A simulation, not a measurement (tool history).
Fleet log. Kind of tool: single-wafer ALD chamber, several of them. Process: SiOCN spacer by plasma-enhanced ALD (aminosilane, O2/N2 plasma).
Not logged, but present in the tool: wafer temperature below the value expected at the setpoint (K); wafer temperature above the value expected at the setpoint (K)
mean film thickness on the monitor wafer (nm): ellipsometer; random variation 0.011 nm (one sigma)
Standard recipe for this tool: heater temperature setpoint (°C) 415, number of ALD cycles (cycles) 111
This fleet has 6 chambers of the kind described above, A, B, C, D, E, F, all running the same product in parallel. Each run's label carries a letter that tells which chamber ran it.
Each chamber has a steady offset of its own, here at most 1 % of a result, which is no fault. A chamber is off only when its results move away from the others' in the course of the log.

run	hour	heater temperature setpoint (°C)	number of ALD cycles (cycles)	hours since the last thermocouple change	read-back reference wafer on the same gauge, thickness_nm	mean film thickness on the monitor wafer (nm)
1A	3.2	415	111	1303.1	6.4413	6.4298
2C	7.4	415	111	1735.9	6.4413	6.4167
3F	10.8	415	111	2610.8	6.4438	6.4560
4E	14.6	415	111	351.4	6.4429	6.4371
5D	17.8	415	111	2068.6	6.4464	6.4366
6B	22.0	415	111	145.1	6.4435	6.3543
7F	26.0	415	111	2626.0	6.4455	6.4597
8B	29.1	415	111	152.2	6.4486	6.3385
9C	33.9	415	111	1762.4	6.4497	6.4501
10E	36.2	415	111	373.0	6.4510	6.4652
11A	40.7	415	111	1340.6	6.4478	6.4436
# hour 42.1: chamber A: thermocouple changed; heater temperature recalibrated
12D	44.4	415	111	2095.2	6.4532	6.4428
13D	47.4	415	111	2098.2	6.4520	6.4459
14A	50.1	425	127	8.1	6.4562	7.1079
15E	53.2	425	127	390.0	6.4570	7.1627
16C	57.1	425	127	1785.6	6.4567	7.1333
17F	59.8	425	127	2659.8	6.4561	7.1336
18B	64.7	425	127	187.8	6.4609	7.0441
19E	67.1	425	127	403.9	6.4604	7.1774
20B	70.3	415	111	193.4	6.4622	6.3847
21D	73.5	415	111	2124.3	6.4606	6.4646
22C	77.9	415	111	1806.4	6.4613	6.4660
23A	81.2	408	98	39.2	6.4646	5.8171
24F	85.4	408	98	2685.4	6.4651	5.8318
25E	87.5	408	98	424.3	6.4644	5.8276
26F	92.2	408	98	2692.2	6.4649	5.8443
27A	95.4	408	98	53.4	6.4682	5.8124
28C	97.8	408	98	1826.3	6.4690	5.8070
29B	100.2	401	100	223.3	6.4710	6.0030
30D	104.3	401	100	2155.1	6.4700	6.0920
31E	108.1	401	100	444.9	6.4729	6.1006
32A	112.9	401	100	70.9	6.4734	6.0569
33D	116.6	401	100	2167.4	6.4740	6.0850
34B	121.0	401	100	244.1	6.4745	6.0041
35F	125.4	415	111	2725.4	6.4751	6.4833
36C	127.9	415	111	1856.4	6.4772	6.4514
37C	130.8	415	111	1859.3	6.4788	6.4662
38B	135.5	415	111	258.6	6.4776	6.3866
39A	138.5	415	111	96.5	6.4801	6.4740
40E	143.0	415	111	479.8	6.4820	6.5033
41F	145.7	415	111	2745.7	6.4785	6.4946
42D	149.6	415	111	2200.4	6.4827	6.4856
43C	153.2	421	111	1881.7	6.4834	6.3373

Next, all 6 chambers run the settings below, one line each with question marks for the results. What does each chamber give?
44A	156.8	425	111			?
44B	156.8	425	111			?
44C	156.8	425	111			?
44D	156.8	425	111			?
44E	156.8	425	111			?
44F	156.8	425	111			?

run	mean film thickness on the monitor wafer (nm)
44A	6.2669
44B	6.1964
44C	6.2716
44D	6.2800
44E	6.2897
44F	6.2744
